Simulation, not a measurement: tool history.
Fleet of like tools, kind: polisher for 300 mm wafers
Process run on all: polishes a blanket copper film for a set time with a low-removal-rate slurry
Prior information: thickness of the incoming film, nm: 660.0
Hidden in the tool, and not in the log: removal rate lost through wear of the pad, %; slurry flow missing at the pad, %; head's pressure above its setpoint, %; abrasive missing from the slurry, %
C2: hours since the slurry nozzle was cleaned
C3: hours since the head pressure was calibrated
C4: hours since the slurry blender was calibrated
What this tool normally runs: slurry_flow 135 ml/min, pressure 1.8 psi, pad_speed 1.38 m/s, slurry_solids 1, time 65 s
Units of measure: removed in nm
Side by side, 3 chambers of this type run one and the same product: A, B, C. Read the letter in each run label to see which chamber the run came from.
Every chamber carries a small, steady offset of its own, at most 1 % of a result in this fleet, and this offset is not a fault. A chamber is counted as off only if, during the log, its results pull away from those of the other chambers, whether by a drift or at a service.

run 1C hour=4.7 | slurry_flow=135 pressure=1.8 pad_speed=1.38 slurry_solids=1 time=65 | wafers_polished_on_this_pad=1145 C2=512.4 C3=87 C4=346.2 | removed=132.74
run 2A hour=9.4 | slurry_flow=135 pressure=1.8 pad_speed=1.38 slurry_solids=1 time=65 | wafers_polished_on_this_pad=283 C2=393 C3=1081 C4=95 | removed=133.7
run 3B hour=15.9 | slurry_flow=135 pressure=1.8 pad_speed=1.38 slurry_solids=1 time=65 | wafers_polished_on_this_pad=343 C2=186.2 C3=740.7 C4=121.3 | removed=133.59
-- hour=23 chamber C: slurry blender recalibrated
run 4B hour=23.9 | slurry_flow=135 pressure=1.8 pad_speed=1.38 slurry_solids=1 time=65 | wafers_polished_on_this_pad=432 C2=194.2 C3=748.7 C4=129.3 | removed=132.17
run 5A hour=29.8 | slurry_flow=135 pressure=1.3 pad_speed=1.38 slurry_solids=0.85 time=65 | wafers_polished_on_this_pad=510 C2=413.4 C3=1101.4 C4=115.4 | removed=94.781
run 6C hour=37.1 | slurry_flow=135 pressure=1.3 pad_speed=1.38 slurry_solids=0.85 time=65 | wafers_polished_on_this_pad=1506 C2=544.8 C3=119.4 C4=14.2 | removed=93.923
-- hour=39.2 chamber B: worn pad replaced by a new one
-- hour=44.8 chamber C: slurry nozzle cleaned
-- hour=46.5 chamber C: worn pad replaced by a new one
run 7B hour=47.1 | slurry_flow=135 pressure=1.3 pad_speed=1.38 slurry_solids=0.85 time=65 | wafers_polished_on_this_pad=87 C2=217.4 C3=771.9 C4=152.5 | removed=92.772
run 8C hour=55.1 | slurry_flow=135 pressure=1.8 pad_speed=1.38 slurry_solids=1 time=65 | wafers_polished_on_this_pad=95 C2=10.4 C3=137.4 C4=32.2 | removed=137.03
-- hour=55.6 chamber A: worn pad replaced by a new one
run 9A hour=61.7 | slurry_flow=135 pressure=1.8 pad_speed=1.38 slurry_solids=1 time=65 | wafers_polished_on_this_pad=68 C2=445.3 C3=1133.3 C4=147.3 | removed=134.17
-- hour=62.7 chamber A: head pressure recalibrated
run 10B hour=68 | slurry_flow=135 pressure=1.8 pad_speed=1.38 slurry_solids=1 time=65 | wafers_polished_on_this_pad=320 C2=238.3 C3=792.8 C4=173.4 | removed=133.78
run 11C hour=72.6 | slurry_flow=135 pressure=1.8 pad_speed=1.38 slurry_solids=1 time=65 | wafers_polished_on_this_pad=290 C2=27.9 C3=154.9 C4=49.7 | removed=134.89
run 12A hour=82.3 | slurry_flow=135 pressure=1.8 pad_speed=1.38 slurry_solids=1 time=65 | wafers_polished_on_this_pad=297 C2=465.9 C3=19.6 C4=167.9 | removed=136.17
run 13C hour=89.3 | slurry_flow=135 pressure=1.8 pad_speed=1.38 slurry_solids=1 time=65 | wafers_polished_on_this_pad=476 C2=44.6 C3=171.6 C4=66.4 | removed=132.88
-- hour=90 chamber B: head pressure recalibrated
run 14B hour=96 | slurry_flow=135 pressure=1.8 pad_speed=1.38 slurry_solids=1 time=65 | wafers_polished_on_this_pad=631 C2=266.3 C3=6 C4=201.4 | removed=142.76
-- hour=100 chamber B: worn pad replaced by a new one
run 15A hour=100.9 | slurry_flow=135 pressure=1.8 pad_speed=1.38 slurry_solids=1 time=65 | wafers_polished_on_this_pad=504 C2=484.5 C3=38.2 C4=186.5 | removed=135.17
run 16B hour=105.2 | slurry_flow=135 pressure=1.8 pad_speed=1.38 slurry_solids=1 time=65 | wafers_polished_on_this_pad=58 C2=275.5 C3=15.2 C4=210.6 | removed=147.15
run 17C hour=114 | slurry_flow=110 pressure=1.8 pad_speed=1.38 slurry_solids=1 time=65 | wafers_polished_on_this_pad=750 C2=69.3 C3=196.3 C4=91.1 | removed=129.39
run 18A hour=122.4 | slurry_flow=110 pressure=1.8 pad_speed=1.38 slurry_solids=1 time=65 | wafers_polished_on_this_pad=743 C2=506 C3=59.7 C4=208 | removed=129.89
run 19C hour=128.3 | slurry_flow=110 pressure=1.8 pad_speed=1.38 slurry_solids=1 time=65 | wafers_polished_on_this_pad=910 C2=83.6 C3=210.6 C4=105.4 | removed=128.51
-- hour=129.8 chamber A: worn pad replaced by a new one
run 20A hour=134.6 | slurry_flow=135 pressure=1.8 pad_speed=1.38 slurry_solids=1 time=65 | wafers_polished_on_this_pad=53 C2=518.2 C3=71.9 C4=220.2 | removed=135.73
run 21B hour=140.8 | slurry_flow=110 pressure=1.8 pad_speed=1.38 slurry_solids=1 time=81 | wafers_polished_on_this_pad=454 C2=311.1 C3=50.8 C4=246.2 | removed=169.51
run 22A hour=147.2 | slurry_flow=110 pressure=1.8 pad_speed=1.38 slurry_solids=1 time=81 | wafers_polished_on_this_pad=193 C2=530.8 C3=84.5 C4=232.8 | removed=161.61
run 23C hour=152.5 | slurry_flow=110 pressure=1.8 pad_speed=1.38 slurry_solids=1 time=81 | wafers_polished_on_this_pad=1179 C2=107.8 C3=234.8 C4=129.6 | removed=161.05
-- hour=156.1 chamber B: worn pad replaced by a new one
run 24B hour=162 | slurry_flow=135 pressure=1.8 pad_speed=1.38 slurry_solids=1 time=65 | wafers_polished_on_this_pad=65 C2=332.3 C3=72 C4=267.4 | removed=142.4
run 25B hour=168.6 | slurry_flow=135 pressure=1.8 pad_speed=1.38 slurry_solids=1 time=65 | wafers_polished_on_this_pad=139 C2=338.9 C3=78.6 C4=274 | removed=141.73

Does one chamber stand apart from the rest, does the shared gauge drift, or is all well apart from small per-chamber offsets? Give the chamber and the most likely cause, where there is one.

A service left chamber B off against the others.
What lies behind it: head's pressure above its setpoint, % = 6.94.

Chamber B could run next with any of the 4 candidate recipes listed below; each alters the usual settings, and their results appear as question marks. Which one brings its results back in line with what the other chambers deliver on the usual settings?
In line here means within this much of the mean the other chambers give on the usual settings: removed 4.9 nm
run 26B-1 hour=175.7 | slurry_flow=135 pressure=1.8 pad_speed=1.42 slurry_solids=1 time=67 | removed=?
run 26B-2 hour=175.7 | slurry_flow=135 pressure=1.9 pad_speed=1.44 slurry_solids=1 time=67 | removed=?
run 26B-3 hour=175.7 | slurry_flow=135 pressure=1.7 pad_speed=1.34 slurry_solids=1 time=63 | removed=?
run 26B-4 hour=175.7 | slurry_flow=135 pressure=1.8 pad_speed=1.34 slurry_solids=1 time=63 | removed=?

What the other chambers average on the usual settings: removed 134.63 nm
run=26B-1 removed=151.89
run=26B-2 removed=162.57
run=26B-3 removed=127.39
run=26B-4 removed=134.89
Change 26B-4 lands the chamber within the allowed miss of the other chambers.

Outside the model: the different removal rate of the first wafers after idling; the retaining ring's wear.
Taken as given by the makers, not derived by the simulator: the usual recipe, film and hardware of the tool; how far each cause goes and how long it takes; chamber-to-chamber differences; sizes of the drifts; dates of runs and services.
